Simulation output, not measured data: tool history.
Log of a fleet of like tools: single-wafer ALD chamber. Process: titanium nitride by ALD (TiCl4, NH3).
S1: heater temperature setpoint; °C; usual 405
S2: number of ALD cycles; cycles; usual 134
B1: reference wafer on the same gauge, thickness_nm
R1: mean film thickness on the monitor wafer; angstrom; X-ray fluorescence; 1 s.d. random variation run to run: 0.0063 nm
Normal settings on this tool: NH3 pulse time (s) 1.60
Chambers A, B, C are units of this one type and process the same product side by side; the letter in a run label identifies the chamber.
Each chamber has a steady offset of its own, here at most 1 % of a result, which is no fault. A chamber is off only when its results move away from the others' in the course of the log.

{"run": "1A", "hour": 7.9, "S1": 405, "S2": 134, "NH3 pulse time (s)": 1.6, "B1": 2.6003, "R1": 29.392}
{"run": "2C", "hour": 15.4, "S1": 405, "S2": 134, "NH3 pulse time (s)": 1.6, "B1": 2.6012, "R1": 29.138}
{"run": "3B", "hour": 23.6, "S1": 405, "S2": 134, "NH3 pulse time (s)": 1.6, "B1": 2.6003, "R1": 29.156}
{"run": "4B", "hour": 35.1, "S1": 405, "S2": 134, "NH3 pulse time (s)": 1.6, "B1": 2.5981, "R1": 29.215}
{"run": "5A", "hour": 42.3, "S1": 405, "S2": 134, "NH3 pulse time (s)": 1.6, "B1": 2.6009, "R1": 29.305}
{"run": "6C", "hour": 58.4, "S1": 405, "S2": 134, "NH3 pulse time (s)": 1.6, "B1": 2.5988, "R1": 29.063}
{"run": "7A", "hour": 67.1, "S1": 405, "S2": 134, "NH3 pulse time (s)": 1.6, "B1": 2.5993, "R1": 29.291}
{"run": "8B", "hour": 81.5, "S1": 405, "S2": 134, "NH3 pulse time (s)": 1.6, "B1": 2.5986, "R1": 29.208}
{"run": "9C", "hour": 93.8, "S1": 405, "S2": 134, "NH3 pulse time (s)": 1.6, "B1": 2.5993, "R1": 29.166}
{"run": "10B", "hour": 104.8, "S1": 405, "S2": 134, "NH3 pulse time (s)": 1.6, "B1": 2.6002, "R1": 29.183}
{"run": "11C", "hour": 113.4, "S1": 405, "S2": 134, "NH3 pulse time (s)": 1.6, "B1": 2.5996, "R1": 29.035}
{"run": "12A", "hour": 121.8, "S1": 405, "S2": 134, "NH3 pulse time (s)": 2.18, "B1": 2.6003, "R1": 29.742}
{"run": "13B", "hour": 132.6, "S1": 405, "S2": 134, "NH3 pulse time (s)": 2.18, "B1": 2.5995, "R1": 29.538}
{"run": "14C", "hour": 145.3, "S1": 405, "S2": 134, "NH3 pulse time (s)": 2.18, "B1": 2.5996, "R1": 29.455}
{"run": "15A", "hour": 152.6, "S1": 395, "S2": 134, "NH3 pulse time (s)": 1.05, "B1": 2.5992, "R1": 28.372}
{"run": "16C", "hour": 165.5, "S1": 395, "S2": 134, "NH3 pulse time (s)": 1.05, "B1": 2.5994, "R1": 28.304}
{"run": "17A", "hour": 179.4, "S1": 395, "S2": 134, "NH3 pulse time (s)": 1.05, "B1": 2.6011, "R1": 28.342}
{"run": "18B", "hour": 191.7, "S1": 405, "S2": 134, "NH3 pulse time (s)": 1.6, "B1": 2.6004, "R1": 29.217}
{"run": "19B", "hour": 202.1, "S1": 405, "S2": 134, "NH3 pulse time (s)": 1.6, "B1": 2.6012, "R1": 29.095}
{"run": "20A", "hour": 212.8, "S1": 405, "S2": 134, "NH3 pulse time (s)": 1.6, "B1": 2.598, "R1": 29.26}
{"run": "21C", "hour": 225.5, "S1": 405, "S2": 134, "NH3 pulse time (s)": 1.6, "B1": 2.6001, "R1": 29.078}
{"run": "22C", "hour": 239.0, "S1": 405, "S2": 134, "NH3 pulse time (s)": 1.6, "B1": 2.601, "R1": 29.131}
{"run": "23B", "hour": 255.0, "S1": 405, "S2": 134, "NH3 pulse time (s)": 1.6, "B1": 2.6003, "R1": 29.102}
{"run": "24A", "hour": 268.6, "S1": 419, "S2": 108, "NH3 pulse time (s)": 1.6, "B1": 2.5995, "R1": 23.836}
{"run": "25C", "hour": 280.5, "S1": 419, "S2": 108, "NH3 pulse time (s)": 1.6, "B1": 2.5996, "R1": 23.577}
{"run": "26B", "hour": 290.3, "S1": 419, "S2": 108, "NH3 pulse time (s)": 1.6, "B1": 2.5999, "R1": 23.703}
{"run": "27A", "hour": 300.7, "S1": 405, "S2": 134, "NH3 pulse time (s)": 1.6, "B1": 2.6003, "R1": 29.294}
{"run": "28B", "hour": 310.9, "S1": 392, "S2": 152, "NH3 pulse time (s)": 1.6, "B1": 2.5997, "R1": 32.594}
{"run": "29C", "hour": 318.9, "S1": 392, "S2": 152, "NH3 pulse time (s)": 1.6, "B1": 2.6005, "R1": 32.602}
{"run": "30A", "hour": 335.0, "S1": 392, "S2": 152, "NH3 pulse time (s)": 1.6, "B1": 2.5992, "R1": 33.031}
{"run": "31B", "hour": 342.0, "S1": 405, "S2": 134, "NH3 pulse time (s)": 1.6, "B1": 2.5984, "R1": 29.113}
{"run": "32C", "hour": 350.6, "S1": 405, "S2": 134, "NH3 pulse time (s)": 1.6, "B1": 2.6007, "R1": 29.111}
{"run": "33A", "hour": 360.2, "S1": 405, "S2": 134, "NH3 pulse time (s)": 1.6, "B1": 2.5999, "R1": 29.24}

Next, every chamber runs the same settings. What will each give?
{"run": "34A", "hour": 371.8, "S1": 405, "S2": 134, "NH3 pulse time (s)": 1.6, "R1": "?"}
{"run": "34B", "hour": 371.8, "S1": 405, "S2": 134, "NH3 pulse time (s)": 1.6, "R1": "?"}
{"run": "34C", "hour": 371.8, "S1": 405, "S2": 134, "NH3 pulse time (s)": 1.6, "R1": "?"}

run=34A R1=29.285
run=34B R1=29.094
run=34C R1=29.143

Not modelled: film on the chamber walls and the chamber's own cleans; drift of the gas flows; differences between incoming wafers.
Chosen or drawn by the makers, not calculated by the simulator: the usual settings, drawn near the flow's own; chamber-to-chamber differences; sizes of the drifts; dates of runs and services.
